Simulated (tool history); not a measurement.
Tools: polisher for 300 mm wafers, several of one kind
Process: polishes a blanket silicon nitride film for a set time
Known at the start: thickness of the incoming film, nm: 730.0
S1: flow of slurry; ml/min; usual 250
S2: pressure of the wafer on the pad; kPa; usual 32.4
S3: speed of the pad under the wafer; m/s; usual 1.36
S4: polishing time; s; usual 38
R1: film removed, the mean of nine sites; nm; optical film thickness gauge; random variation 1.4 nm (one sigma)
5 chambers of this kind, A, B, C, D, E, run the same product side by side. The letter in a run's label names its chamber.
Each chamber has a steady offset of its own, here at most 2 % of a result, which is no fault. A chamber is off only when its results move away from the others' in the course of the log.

run   hour   S1    S2    S3  S4       R1
       7.2  -- chamber B: worn pad replaced by a new one
 1C    7.2  250  32.4  1.36  38  103.670
 2D   15.1  250  32.4  1.36  38  101.440
      19.5  -- chamber E: worn pad replaced by a new one
      24.0  -- chamber C: slurry nozzle cleaned
 3B   24.7  250  32.4  1.36  38  103.430
      36.2  -- chamber D: worn pad replaced by a new one
 4E   37.0  250  32.4  1.36  38  103.570
 5A   48.7  250  32.4  1.36  38  103.110
      49.9  -- chamber C: worn pad replaced by a new one
 6E   60.0  250  32.4  1.36  38  102.830
 7A   74.8  250  32.4  1.36  38  102.460
      82.2  -- chamber C: head pressure recalibrated
 8B   86.2  250  32.4  1.36  38  106.620
      86.6  -- chamber E: worn pad replaced by a new one
 9C  101.4  250  32.4  1.36  38  104.430
     103.4  -- chamber D: worn pad replaced by a new one
10D  110.3  250  32.4  1.36  38  102.120
     123.9  -- chamber A: worn pad replaced by a new one
11E  124.4  250  32.4  1.36  38  105.750
12C  133.2  250  32.4  1.36  38  100.850
     135.9  -- chamber C: worn pad replaced by a new one
     136.7  -- chamber B: slurry nozzle cleaned
13A  142.2  250  32.4  1.36  38  105.040
14B  151.0  250  32.4  1.68  26   86.073
     154.8  -- chamber E: worn pad replaced by a new one
15D  159.5  250  32.4  1.68  26   83.638
16D  167.1  250  32.4  1.68  26   81.496
     168.1  -- chamber B: worn pad replaced by a new one
17B  177.9  250  32.4  1.68  26   84.895
     180.7  -- chamber D: worn pad replaced by a new one
18A  188.8  250  32.4  1.68  26   83.137
     201.1  -- chamber C: worn pad replaced by a new one
19E  203.8  250  32.4  1.36  38  103.900
20C  211.8  250  32.4  1.36  38  103.110
21D  221.6  250  32.4  1.36  38  104.520
     227.9  -- chamber D: head pressure recalibrated
     228.0  -- chamber A: slurry nozzle cleaned
22C  235.6  250  32.4  1.36  38  103.590
     237.6  -- chamber E: worn pad replaced by a new one
     240.7  -- chamber E: head pressure recalibrated
23B  251.4  250  32.4  1.36  38  103.360
     253.6  -- chamber D: worn pad replaced by a new one
24A  260.0  250  32.4  1.36  38  102.730
     271.1  -- chamber C: worn pad replaced by a new one
25E  275.3  250  32.4  1.36  38  102.440
26C  287.5  165  22.1  1.36  38   66.509
27A  296.0  165  22.1  1.36  38   66.540
     307.8  -- chamber A: worn pad replaced by a new one
28E  307.8  165  22.1  1.36  38   65.001
29B  316.6  165  22.1  1.36  38   66.588
     319.5  -- chamber E: worn pad replaced by a new one
30D  327.4  165  22.1  1.36  38   73.291
     330.8  -- chamber B: head pressure recalibrated
     335.0  -- chamber D: worn pad replaced by a new one
31E  339.7  250  32.4  1.36  38  101.440
     340.1  -- chamber C: worn pad replaced by a new one
     340.8  -- chamber B: worn pad replaced by a new one
32C  347.1  250  32.4  1.36  38  105.380
33A  358.3  250  32.4  1.36  38  102.900
34B  367.6  250  32.4  1.36  38  105.530
35D  383.3  250  32.4  1.36  38  113.480

Next, every chamber runs the same settings. What will each give?
36A  395.1  250  32.4  1.36  38   ?
36B  395.1  250  32.4  1.36  38   ?
36C  395.1  250  32.4  1.36  38   ?
36D  395.1  250  32.4  1.36  38   ?
36E  395.1  250  32.4  1.36  38   ?

run       R1
36A  101.180
36B  101.460
36C  104.140
36D  113.360
36E  102.440

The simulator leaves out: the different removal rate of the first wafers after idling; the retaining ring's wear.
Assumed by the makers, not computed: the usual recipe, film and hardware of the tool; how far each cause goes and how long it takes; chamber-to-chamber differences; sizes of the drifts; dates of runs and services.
